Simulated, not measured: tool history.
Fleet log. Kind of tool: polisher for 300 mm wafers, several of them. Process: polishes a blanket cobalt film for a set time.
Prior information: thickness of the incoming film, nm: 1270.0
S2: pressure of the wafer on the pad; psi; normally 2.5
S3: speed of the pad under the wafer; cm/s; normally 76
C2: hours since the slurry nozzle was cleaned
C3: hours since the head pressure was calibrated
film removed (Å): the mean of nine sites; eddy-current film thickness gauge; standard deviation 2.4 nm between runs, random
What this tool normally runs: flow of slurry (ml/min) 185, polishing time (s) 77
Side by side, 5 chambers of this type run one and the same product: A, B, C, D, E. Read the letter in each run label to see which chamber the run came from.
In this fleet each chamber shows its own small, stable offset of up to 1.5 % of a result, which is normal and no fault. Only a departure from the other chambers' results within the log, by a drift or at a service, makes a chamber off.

{"run": "1E", "hour": 7.5, "flow of slurry (ml/min)": 185, "S2": 2.5, "S3": 76, "polishing time (s)": 77, "wafers polished on this pad": 560, "C2": 251, "C3": 233.6, "film removed (Å)": 2971.3}
{"run": "2C", "hour": 15.1, "flow of slurry (ml/min)": 185, "S2": 2.5, "S3": 76, "polishing time (s)": 77, "wafers polished on this pad": 445, "C2": 132.9, "C3": 675.6, "film removed (Å)": 3026.4}
{"hour": 17.4, "done": "chamber E: worn pad replaced by a new one"}
{"run": "3B", "hour": 19.1, "flow of slurry (ml/min)": 185, "S2": 2.5, "S3": 76, "polishing time (s)": 77, "wafers polished on this pad": 232, "C2": 460.1, "C3": 219.3, "film removed (Å)": 3077.4}
{"run": "4D", "hour": 24.0, "flow of slurry (ml/min)": 185, "S2": 2.5, "S3": 76, "polishing time (s)": 77, "wafers polished on this pad": 598, "C2": 150.1, "C3": 539.5, "film removed (Å)": 3061.3}
{"hour": 24.8, "done": "chamber B: slurry nozzle cleaned"}
{"run": "5A", "hour": 28.1, "flow of slurry (ml/min)": 185, "S2": 2.5, "S3": 76, "polishing time (s)": 77, "wafers polished on this pad": 478, "C2": 61.6, "C3": 863.3, "film removed (Å)": 2938.8}
{"hour": 31.6, "done": "chamber A: worn pad replaced by a new one"}
{"run": "6C", "hour": 34.0, "flow of slurry (ml/min)": 185, "S2": 2.5, "S3": 76, "polishing time (s)": 77, "wafers polished on this pad": 662, "C2": 151.8, "C3": 694.5, "film removed (Å)": 3042.4}
{"run": "7E", "hour": 38.3, "flow of slurry (ml/min)": 185, "S2": 2.5, "S3": 76, "polishing time (s)": 77, "wafers polished on this pad": 240, "C2": 281.8, "C3": 264.4, "film removed (Å)": 2963.5}
{"run": "8B", "hour": 44.9, "flow of slurry (ml/min)": 185, "S2": 2.5, "S3": 76, "polishing time (s)": 77, "wafers polished on this pad": 528, "C2": 20.2, "C3": 245.1, "film removed (Å)": 3050.5}
{"run": "9D", "hour": 49.8, "flow of slurry (ml/min)": 185, "S2": 2.5, "S3": 76, "polishing time (s)": 77, "wafers polished on this pad": 894, "C2": 175.9, "C3": 565.3, "film removed (Å)": 3018.1}
{"run": "10A", "hour": 54.2, "flow of slurry (ml/min)": 185, "S2": 1.7, "S3": 76, "polishing time (s)": 77, "wafers polished on this pad": 260, "C2": 87.7, "C3": 889.4, "film removed (Å)": 2063.7}
{"run": "11B", "hour": 62.5, "flow of slurry (ml/min)": 185, "S2": 1.7, "S3": 76, "polishing time (s)": 77, "wafers polished on this pad": 730, "C2": 37.8, "C3": 262.7, "film removed (Å)": 2083}
{"hour": 65.4, "done": "chamber D: worn pad replaced by a new one"}
{"run": "12A", "hour": 69.7, "flow of slurry (ml/min)": 185, "S2": 1.7, "S3": 76, "polishing time (s)": 77, "wafers polished on this pad": 438, "C2": 103.2, "C3": 904.9, "film removed (Å)": 2048.8}
{"run": "13C", "hour": 76.1, "flow of slurry (ml/min)": 185, "S2": 1.7, "S3": 76, "polishing time (s)": 77, "wafers polished on this pad": 1146, "C2": 193.9, "C3": 736.6, "film removed (Å)": 2056.9}
{"hour": 77.4, "done": "chamber A: worn pad replaced by a new one"}
{"hour": 78.5, "done": "chamber C: worn pad replaced by a new one"}
{"hour": 81.3, "done": "chamber E: worn pad replaced by a new one"}
{"run": "14D", "hour": 82.0, "flow of slurry (ml/min)": 185, "S2": 1.7, "S3": 76, "polishing time (s)": 77, "wafers polished on this pad": 191, "C2": 208.1, "C3": 597.5, "film removed (Å)": 2071.5}
{"hour": 82.4, "done": "chamber B: worn pad replaced by a new one"}
{"run": "15E", "hour": 88.6, "flow of slurry (ml/min)": 185, "S2": 2.5, "S3": 76, "polishing time (s)": 77, "wafers polished on this pad": 84, "C2": 332.1, "C3": 314.7, "film removed (Å)": 3002.9}
{"run": "16D", "hour": 96.0, "flow of slurry (ml/min)": 215, "S2": 2.5, "S3": 76, "polishing time (s)": 55, "wafers polished on this pad": 351, "C2": 222.1, "C3": 611.5, "film removed (Å)": 2228.5}
{"run": "17A", "hour": 99.6, "flow of slurry (ml/min)": 215, "S2": 2.5, "S3": 76, "polishing time (s)": 55, "wafers polished on this pad": 255, "C2": 133.1, "C3": 934.8, "film removed (Å)": 2188.5}
{"run": "18B", "hour": 103.4, "flow of slurry (ml/min)": 215, "S2": 2.5, "S3": 76, "polishing time (s)": 55, "wafers polished on this pad": 241, "C2": 78.7, "C3": 303.6, "film removed (Å)": 2238}
{"run": "19E", "hour": 108.1, "flow of slurry (ml/min)": 215, "S2": 2.5, "S3": 76, "polishing time (s)": 55, "wafers polished on this pad": 308, "C2": 351.6, "C3": 334.2, "film removed (Å)": 2148.7}
{"run": "20C", "hour": 113.5, "flow of slurry (ml/min)": 215, "S2": 2.5, "S3": 76, "polishing time (s)": 55, "wafers polished on this pad": 403, "C2": 231.3, "C3": 774, "film removed (Å)": 2209.2}
{"run": "21D", "hour": 121.6, "flow of slurry (ml/min)": 185, "S2": 2.5, "S3": 76, "polishing time (s)": 77, "wafers polished on this pad": 645, "C2": 247.7, "C3": 637.1, "film removed (Å)": 3066}
{"run": "22E", "hour": 125.3, "flow of slurry (ml/min)": 185, "S2": 1.8, "S3": 66, "polishing time (s)": 77, "wafers polished on this pad": 505, "C2": 368.8, "C3": 351.4, "film removed (Å)": 1881.8}
{"hour": 127.0, "done": "chamber A: worn pad replaced by a new one"}
{"hour": 132.3, "done": "chamber A: head pressure recalibrated"}
{"run": "23C", "hour": 133.3, "flow of slurry (ml/min)": 185, "S2": 1.8, "S3": 66, "polishing time (s)": 77, "wafers polished on this pad": 630, "C2": 251.1, "C3": 793.8, "film removed (Å)": 1924.1}
{"run": "24B", "hour": 140.0, "flow of slurry (ml/min)": 185, "S2": 1.8, "S3": 66, "polishing time (s)": 77, "wafers polished on this pad": 661, "C2": 115.3, "C3": 340.2, "film removed (Å)": 1935.9}
{"run": "25A", "hour": 144.5, "flow of slurry (ml/min)": 185, "S2": 1.8, "S3": 66, "polishing time (s)": 77, "wafers polished on this pad": 202, "C2": 178, "C3": 12.2, "film removed (Å)": 1740}
{"hour": 144.8, "done": "chamber E: worn pad replaced by a new one"}
{"run": "26B", "hour": 149.6, "flow of slurry (ml/min)": 185, "S2": 1.8, "S3": 66, "polishing time (s)": 77, "wafers polished on this pad": 772, "C2": 124.9, "C3": 349.8, "film removed (Å)": 1942.9}
{"hour": 153.4, "done": "chamber D: worn pad replaced by a new one"}
{"run": "27D", "hour": 154.5, "flow of slurry (ml/min)": 240, "S2": 2.5, "S3": 76, "polishing time (s)": 77, "wafers polished on this pad": 13, "C2": 280.6, "C3": 670, "film removed (Å)": 3166.8}
{"run": "28E", "hour": 161.6, "flow of slurry (ml/min)": 240, "S2": 2.5, "S3": 76, "polishing time (s)": 77, "wafers polished on this pad": 193, "C2": 405.1, "C3": 387.7, "film removed (Å)": 3063.3}
{"hour": 166.9, "done": "chamber A: worn pad replaced by a new one"}
{"run": "29A", "hour": 167.1, "flow of slurry (ml/min)": 240, "S2": 2.5, "S3": 76, "polishing time (s)": 77, "wafers polished on this pad": 2, "C2": 200.6, "C3": 34.8, "film removed (Å)": 2894.5}
{"hour": 170.4, "done": "chamber C: worn pad replaced by a new one"}
{"run": "30C", "hour": 173.6, "flow of slurry (ml/min)": 240, "S2": 2.5, "S3": 76, "polishing time (s)": 77, "wafers polished on this pad": 36, "C2": 291.4, "C3": 834.1, "film removed (Å)": 3135.9}
{"hour": 174.4, "done": "chamber B: worn pad replaced by a new one"}
{"run": "31D", "hour": 178.0, "flow of slurry (ml/min)": 240, "S2": 2.5, "S3": 76, "polishing time (s)": 77, "wafers polished on this pad": 283, "C2": 304.1, "C3": 693.5, "film removed (Å)": 3131.6}
{"hour": 178.3, "done": "chamber D: slurry nozzle cleaned"}
{"run": "32C", "hour": 182.2, "flow of slurry (ml/min)": 185, "S2": 2.5, "S3": 76, "polishing time (s)": 77, "wafers polished on this pad": 135, "C2": 300, "C3": 842.7, "film removed (Å)": 3024.4}
{"run": "33E", "hour": 185.8, "flow of slurry (ml/min)": 185, "S2": 2.5, "S3": 76, "polishing time (s)": 67, "wafers polished on this pad": 471, "C2": 429.3, "C3": 411.9, "film removed (Å)": 2631.1}
{"run": "34A", "hour": 192.2, "flow of slurry (ml/min)": 185, "S2": 2.5, "S3": 76, "polishing time (s)": 67, "wafers polished on this pad": 291, "C2": 225.7, "C3": 59.9, "film removed (Å)": 2434.3}
{"run": "35B", "hour": 196.0, "flow of slurry (ml/min)": 185, "S2": 2.5, "S3": 76, "polishing time (s)": 67, "wafers polished on this pad": 248, "C2": 171.3, "C3": 396.2, "film removed (Å)": 2653.5}
{"run": "36B", "hour": 200.3, "flow of slurry (ml/min)": 185, "S2": 2.5, "S3": 76, "polishing time (s)": 67, "wafers polished on this pad": 297, "C2": 175.6, "C3": 400.5, "film removed (Å)": 2653.7}
{"run": "37D", "hour": 205.4, "flow of slurry (ml/min)": 185, "S2": 2.5, "S3": 76, "polishing time (s)": 67, "wafers polished on this pad": 598, "C2": 27.1, "C3": 720.9, "film removed (Å)": 2636.6}
{"hour": 209.8, "done": "chamber E: worn pad replaced by a new one"}
{"run": "38E", "hour": 209.9, "flow of slurry (ml/min)": 185, "S2": 2.5, "S3": 76, "polishing time (s)": 77, "wafers polished on this pad": 1, "C2": 453.4, "C3": 436, "film removed (Å)": 3042.1}
{"hour": 214.4, "done": "chamber A: worn pad replaced by a new one"}
{"run": "39C", "hour": 214.5, "flow of slurry (ml/min)": 185, "S2": 2.9, "S3": 54, "polishing time (s)": 77, "wafers polished on this pad": 506, "C2": 332.3, "C3": 875, "film removed (Å)": 2478.7}
{"run": "40A", "hour": 222.5, "flow of slurry (ml/min)": 185, "S2": 2.9, "S3": 54, "polishing time (s)": 77, "wafers polished on this pad": 93, "C2": 256, "C3": 90.2, "film removed (Å)": 2271.9}

Has any chamber moved away from the others, gradually or after a service, or does the common gauge drift, or do the chambers differ only by their own small steady offsets? State the chamber and the most likely cause if one applies.

Chamber A has stood off from the others ever since a service on it.
What lies behind it: head's pressure below its setpoint, % = 7.41.

Which of the 4 candidates below, each the usual settings with something changed and its results left as question marks, puts chamber A back in line with what the other chambers give on the usual settings?
In line means no further than this from the other chambers' mean on the usual settings: film removed (Å) 84
{"run": "41A-1", "hour": 228.4, "flow of slurry (ml/min)": 185, "S2": 2.5, "S3": 74, "polishing time (s)": 77, "film removed (Å)": "?"}
{"run": "41A-2", "hour": 228.4, "flow of slurry (ml/min)": 185, "S2": 2.4, "S3": 72, "polishing time (s)": 77, "film removed (Å)": "?"}
{"run": "41A-3", "hour": 228.4, "flow of slurry (ml/min)": 230, "S2": 2.5, "S3": 76, "polishing time (s)": 77, "film removed (Å)": "?"}
{"run": "41A-4", "hour": 228.4, "flow of slurry (ml/min)": 185, "S2": 2.6, "S3": 80, "polishing time (s)": 77, "film removed (Å)": "?"}

Mean of the other chambers on the usual settings: film removed (Å) 3039.7
run=41A-1 film_removed_(Å)=2708.7
run=41A-2 film_removed_(Å)=2531.5
run=41A-3 film_removed_(Å)=2861.5
run=41A-4 film_removed_(Å)=3044.1
41A-4 brings the chamber back in line.
